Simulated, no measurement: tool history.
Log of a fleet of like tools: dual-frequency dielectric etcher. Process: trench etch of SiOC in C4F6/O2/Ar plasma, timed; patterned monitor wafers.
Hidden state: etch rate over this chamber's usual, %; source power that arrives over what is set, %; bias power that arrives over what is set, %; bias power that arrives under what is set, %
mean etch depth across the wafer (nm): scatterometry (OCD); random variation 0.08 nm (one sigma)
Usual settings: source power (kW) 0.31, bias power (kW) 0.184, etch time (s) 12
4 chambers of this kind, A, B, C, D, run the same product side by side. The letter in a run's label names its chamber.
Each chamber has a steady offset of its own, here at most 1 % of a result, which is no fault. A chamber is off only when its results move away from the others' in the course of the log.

run	hour	source power (kW)	bias power (kW)	etch time (s)	hours since the last wet clean	hours since the last source power generator calibration	hours since the last bias power generator calibration	read-back reference wafer on the same gauge, depth_nm	mean etch depth across the wafer (nm)
1D	4.3	0.31	0.184	12	78.2	68.3	2991	20.994	22.7
2C	10.6	0.31	0.184	12	388.5	1096.2	2640.4	21.003	22.749
3A	18.5	0.31	0.184	12	198.1	296.1	882.5	21.007	22.703
4B	25.2	0.31	0.184	12	281.9	1430.2	4220.6	21.006	22.711
5C	31.2	0.31	0.184	12	409.1	1116.8	2661	20.991	22.839
6A	37.4	0.31	0.184	12	217	315	901.4	20.991	22.572
7D	44.8	0.36	0.184	14	118.7	108.8	3031.5	20.991	28.253
8B	49.7	0.36	0.184	14	306.4	1454.7	4245.1	20.983	28.259
9A	58.7	0.36	0.184	14	238.3	336.3	922.7	20.993	28.001
10B	64.9	0.36	0.184	14	321.6	1469.9	4260.3	20.974	27.964
11D	70.6	0.31	0.184	12	144.5	134.6	3057.3	20.998	22.71
12C	74.8	0.31	0.184	12	452.7	1160.4	2704.6	20.997	22.785
13D	81.4	0.31	0.184	12	155.3	145.4	3068.1	21.002	22.765
14B	89.2	0.31	0.184	12	345.9	1494.2	4284.6	20.997	22.853
15C	95	0.31	0.184	12	472.9	1180.6	2724.8	21.01	22.957
16A	99.2	0.31	0.184	12	278.8	376.8	963.2	21.013	22.728
17D	106	0.31	0.184	12	179.9	170	3092.7	20.987	22.639
18B	110.6	0.31	0.184	12	367.3	1515.6	4306	20.989	22.608
19A	119.5	0.31	0.184	12	299.1	397.1	983.5	20.996	22.918
20C	126.4	0.31	0.184	12	504.3	1212	2756.2	21.006	22.906
21B	133.2	0.27	0.168	12	389.9	1538.2	4328.6	21.017	20.848
# hour 135.5: chamber B: bias power generator calibrated
22C	141.8	0.27	0.168	12	519.7	1227.4	2771.6	21	21.117
23D	150.7	0.27	0.168	12	224.6	214.7	3137.4	21.004	20.726
# hour 151.6: chamber C: bias power generator calibrated
24A	159.4	0.27	0.168	12	339	437	1023.4	20.993	21.136
25A	163.6	0.31	0.184	12	343.2	441.2	1027.6	20.986	23.136
26C	170.6	0.31	0.184	12	548.5	1256.2	19	20.999	22.896
27B	177.3	0.31	0.184	12	434	1582.3	41.8	21.001	22.832
28D	184.2	0.31	0.184	12	258.1	248.2	3170.9	21.009	22.826
# hour 190.8: chamber C: wet clean of the chamber
29C	192	0.31	0.184	12	1.2	1277.6	40.4	21.011	22.865
30D	200.1	0.31	0.184	13.5	274	264.1	3186.8	20.996	25.514
31A	208.3	0.31	0.184	13.5	387.9	485.9	1072.3	21.023	26.243
32B	213.2	0.31	0.184	13.5	469.9	1618.2	77.7	21.002	25.617
33C	219.2	0.31	0.184	13.5	28.4	1304.8	67.6	21.006	25.738
34B	225	0.31	0.184	12	481.7	1630	89.5	20.998	22.745
35D	229.9	0.31	0.184	12	303.8	293.9	3216.6	20.99	22.557
# hour 230.3: chamber D: bias power generator calibrated
36A	234.9	0.31	0.184	12	414.5	512.5	1098.9	21.005	23.609
37B	238.9	0.31	0.184	12	495.6	1643.9	103.4	20.981	22.8
38D	247.1	0.31	0.226	10.5	321	311.1	16.9	20.984	21.197
39A	251.5	0.31	0.226	10.5	431.1	529.1	1115.5	21.005	21.926
40C	256.4	0.31	0.226	10.5	65.6	1342	104.8	20.997	21.479
# hour 260.8: chamber D: wet clean of the chamber
41D	263.3	0.31	0.226	10.5	2.5	327.3	33.1	21.014	21.264

Is one chamber off against the others, does the gauge drift, or is nothing wrong? If a chamber is off, say which, and what the likeliest cause is.

Chamber A drifts away from the others.
Cause: etch rate over this chamber's usual, % = 4.31.

Here are 4 candidates for chamber A's next run, each the usual settings with a change, their results left as question marks. Which one brings its results back in line with what the others give on the usual settings?
In line means no further than this from the other chambers' mean on the usual settings: mean etch depth across the wafer (nm) 0.28
42A-1	269.8	0.31	0.185	12.5					?
42A-2	269.8	0.31	0.162	12					?
42A-3	269.8	0.3	0.184	12					?
42A-4	269.8	0.32	0.187	12					?

The other chambers' mean on the usual settings: mean etch depth across the wafer (nm) 22.776
run	mean etch depth across the wafer (nm)
42A-1	24.655
42A-2	22.67
42A-3	23.332
42A-4	24.043
42A-2 brings the chamber back in line.
